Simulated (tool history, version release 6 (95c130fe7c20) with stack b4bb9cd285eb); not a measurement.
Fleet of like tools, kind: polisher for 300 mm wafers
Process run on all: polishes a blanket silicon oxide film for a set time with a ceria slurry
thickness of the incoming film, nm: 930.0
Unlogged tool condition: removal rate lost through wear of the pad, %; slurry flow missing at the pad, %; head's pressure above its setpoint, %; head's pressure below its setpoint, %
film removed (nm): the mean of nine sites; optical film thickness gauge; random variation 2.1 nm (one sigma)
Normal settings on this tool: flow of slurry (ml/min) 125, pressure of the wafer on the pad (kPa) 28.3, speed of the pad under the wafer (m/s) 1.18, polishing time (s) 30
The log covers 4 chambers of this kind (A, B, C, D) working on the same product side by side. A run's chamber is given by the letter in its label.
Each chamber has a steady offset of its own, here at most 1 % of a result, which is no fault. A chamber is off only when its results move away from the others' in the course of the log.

| run | day | flow of slurry (ml/min) | pressure of the wafer on the pad (kPa) | speed of the pad under the wafer (m/s) | polishing time (s) | wafers polished on this pad | hours since the slurry nozzle was cleaned | hours since the head pressure was calibrated | film removed (nm) |
|---|---|---|---|---|---|---|---|---|---|
| 1A | 0.467 | 125 | 28.3 | 1.18 | 30 | 718 | 827.2 | 544.8 | 246.18 |
|  | 0.729 | chamber D: worn pad replaced by a new one |
|  | 0.758 | chamber C: worn pad replaced by a new one |
| 2B | 0.888 | 125 | 28.3 | 1.18 | 30 | 571 | 249.4 | 164.8 | 242.6 |
| 3D | 1.35 | 125 | 28.3 | 1.18 | 30 | 188 | 142.5 | 860.7 | 245.4 |
| 4C | 1.804 | 125 | 28.3 | 1.18 | 30 | 316 | 619.9 | 484.3 | 244.17 |
|  | 2.233 | chamber A: worn pad replaced by a new one |
| 5B | 2.238 | 125 | 28.3 | 1.18 | 30 | 979 | 281.8 | 197.2 | 243.13 |
|  | 2.283 | chamber B: worn pad replaced by a new one |
| 6C | 2.612 | 125 | 28.3 | 1.18 | 30 | 560 | 639.3 | 503.7 | 244.26 |
| 7A | 3.129 | 125 | 28.3 | 1.18 | 38 | 271 | 891.1 | 608.7 | 308.63 |
| 8D | 3.654 | 125 | 28.3 | 1.18 | 38 | 885 | 197.8 | 916 | 308.05 |
| 9A | 3.929 | 125 | 28.3 | 1.18 | 38 | 513 | 910.3 | 627.9 | 311 |
|  | 4.138 | chamber B: slurry nozzle cleaned |
| 10D | 4.162 | 125 | 28.3 | 1.18 | 38 | 1038 | 210 | 928.2 | 312.15 |
|  | 4.304 | chamber A: slurry nozzle cleaned |
| 11C | 4.454 | 125 | 28.3 | 1.18 | 30 | 1117 | 683.5 | 547.9 | 249.13 |
|  | 4.488 | chamber D: worn pad replaced by a new one |
| 12B | 4.879 | 125 | 28.3 | 1.18 | 30 | 785 | 17.9 | 260.6 | 248.04 |
|  | 5.133 | chamber B: worn pad replaced by a new one |
| 13C | 5.158 | 125 | 28.3 | 1.18 | 30 | 1330 | 700.4 | 564.8 | 250.63 |
|  | 5.429 | chamber C: worn pad replaced by a new one |
| 14B | 5.642 | 125 | 28.3 | 1.18 | 30 | 154 | 36.2 | 278.9 | 241.31 |
| 15A | 5.871 | 125 | 28.3 | 1.18 | 30 | 1100 | 37.7 | 674.5 | 244.05 |
| 16D | 6.358 | 125 | 28.3 | 1.18 | 30 | 566 | 262.7 | 980.9 | 244.01 |
| 17C | 6.683 | 125 | 37.2 | 1.18 | 30 | 379 | 737 | 601.4 | 325.45 |
|  | 6.912 | chamber A: worn pad replaced by a new one |
|  | 7.017 | chamber C: slurry nozzle cleaned |
| 18B | 7.171 | 125 | 37.2 | 1.18 | 30 | 616 | 72.9 | 315.6 | 316.1 |
| 19A | 7.421 | 125 | 37.2 | 1.18 | 30 | 154 | 74.9 | 711.7 | 324.99 |
| 20D | 7.712 | 125 | 37.2 | 1.18 | 30 | 975 | 295.2 | 1013.4 | 321.39 |
|  | 8.079 | chamber D: worn pad replaced by a new one |
| 21B | 8.1 | 125 | 28.3 | 1.18 | 30 | 897 | 95.2 | 337.9 | 238.31 |
|  | 8.621 | chamber B: worn pad replaced by a new one |
| 22A | 8.621 | 125 | 28.3 | 1.18 | 30 | 517 | 103.7 | 740.5 | 245.9 |
| 23D | 8.975 | 125 | 33.8 | 1.18 | 39 | 271 | 325.5 | 1043.7 | 373.94 |
| 24C | 9.212 | 125 | 33.8 | 1.18 | 39 | 1143 | 52.7 | 662.1 | 379.48 |
| 25A | 9.679 | 125 | 33.8 | 1.18 | 39 | 837 | 129.1 | 765.9 | 383.55 |
| 26D | 10.05 | 125 | 33.8 | 1.18 | 39 | 596 | 351.3 | 1069.5 | 374.39 |
|  | 10.283 | chamber C: worn pad replaced by a new one |
| 27B | 10.562 | 125 | 28.3 | 1.18 | 30 | 587 | 154.3 | 397 | 230.06 |
| 28C | 10.908 | 125 | 28.3 | 1.18 | 30 | 189 | 93.4 | 702.8 | 244.4 |
|  | 11.25 | chamber A: worn pad replaced by a new one |
| 29D | 11.417 | 125 | 28.3 | 1.18 | 30 | 1009 | 384.1 | 1102.3 | 246.08 |
| 30C | 11.771 | 160 | 28.3 | 1.18 | 30 | 450 | 114.1 | 723.5 | 258.71 |
|  | 12.071 | chamber B: worn pad replaced by a new one |
|  | 12.246 | chamber D: worn pad replaced by a new one |
| 31A | 12.246 | 160 | 28.3 | 1.18 | 30 | 301 | 190.7 | 827.5 | 258.77 |
| 32B | 12.604 | 160 | 28.3 | 1.18 | 30 | 162 | 203.3 | 446 | 240.28 |
| 33B | 13.029 | 160 | 28.3 | 1.18 | 30 | 290 | 213.5 | 456.2 | 235.8 |
| 34C | 13.438 | 85 | 18.6 | 1.18 | 30 | 954 | 154.1 | 763.5 | 149.94 |
| 35D | 13.704 | 85 | 18.6 | 1.18 | 30 | 441 | 439 | 1157.2 | 147.06 |
| 36A | 13.938 | 85 | 18.6 | 1.18 | 30 | 812 | 231.3 | 868.1 | 148.44 |
| 37A | 14.342 | 85 | 18.6 | 1.18 | 30 | 934 | 241 | 877.8 | 147.04 |
| 38C | 14.817 | 125 | 28.3 | 1.18 | 30 | 1371 | 187.2 | 796.6 | 247.05 |
|  | 14.892 | chamber B: worn pad replaced by a new one |
| 39D | 15.146 | 125 | 28.3 | 1.18 | 30 | 877 | 473.6 | 1191.8 | 241.88 |
|  | 15.2 | chamber C: worn pad replaced by a new one |
| 40B | 15.533 | 125 | 28.3 | 1.18 | 30 | 194 | 273.6 | 516.3 | 221.5 |
| 41A | 15.771 | 125 | 28.3 | 1.18 | 30 | 1366 | 275.3 | 912.1 | 245.76 |
| 42C | 16.012 | 125 | 28.3 | 1.18 | 30 | 246 | 215.9 | 825.3 | 242.66 |

Is one chamber off against the others, does the gauge drift, or is nothing wrong? If a chamber is off, say which, and what the likeliest cause is.

One chamber, B, drifts off from the rest bit by bit.
Likeliest cause: head's pressure below its setpoint, % = 10.
The log might look much the same if the cause were instead: slurry flow missing at the pad, %.

Here are 4 candidates for chamber B's next run, each the usual settings with a change, their results left as question marks. Which one brings its results back in line with what the others give on the usual settings?
A result is in line if it is within this distance of the other chambers' mean on the usual settings: film removed (nm) 7.5
| 43B-1 | 16.392 | 125 | 26.9 | 1.14 | 29 |  |  |  | ? |
| 43B-2 | 16.392 | 125 | 28.3 | 1.18 | 34 |  |  |  | ? |
| 43B-3 | 16.392 | 125 | 28.3 | 1.24 | 30 |  |  |  | ? |
| 43B-4 | 16.392 | 125 | 26.9 | 1.18 | 30 |  |  |  | ? |

Other chambers, usual settings, mean: film removed (nm) 245.67
| run | film removed (nm) |
|---|---|
| 43B-1 | 195.81 |
| 43B-2 | 249.62 |
| 43B-3 | 231.29 |
| 43B-4 | 209.56 |
The right change is 43B-2: it brings the chamber back within the allowed miss of the others.

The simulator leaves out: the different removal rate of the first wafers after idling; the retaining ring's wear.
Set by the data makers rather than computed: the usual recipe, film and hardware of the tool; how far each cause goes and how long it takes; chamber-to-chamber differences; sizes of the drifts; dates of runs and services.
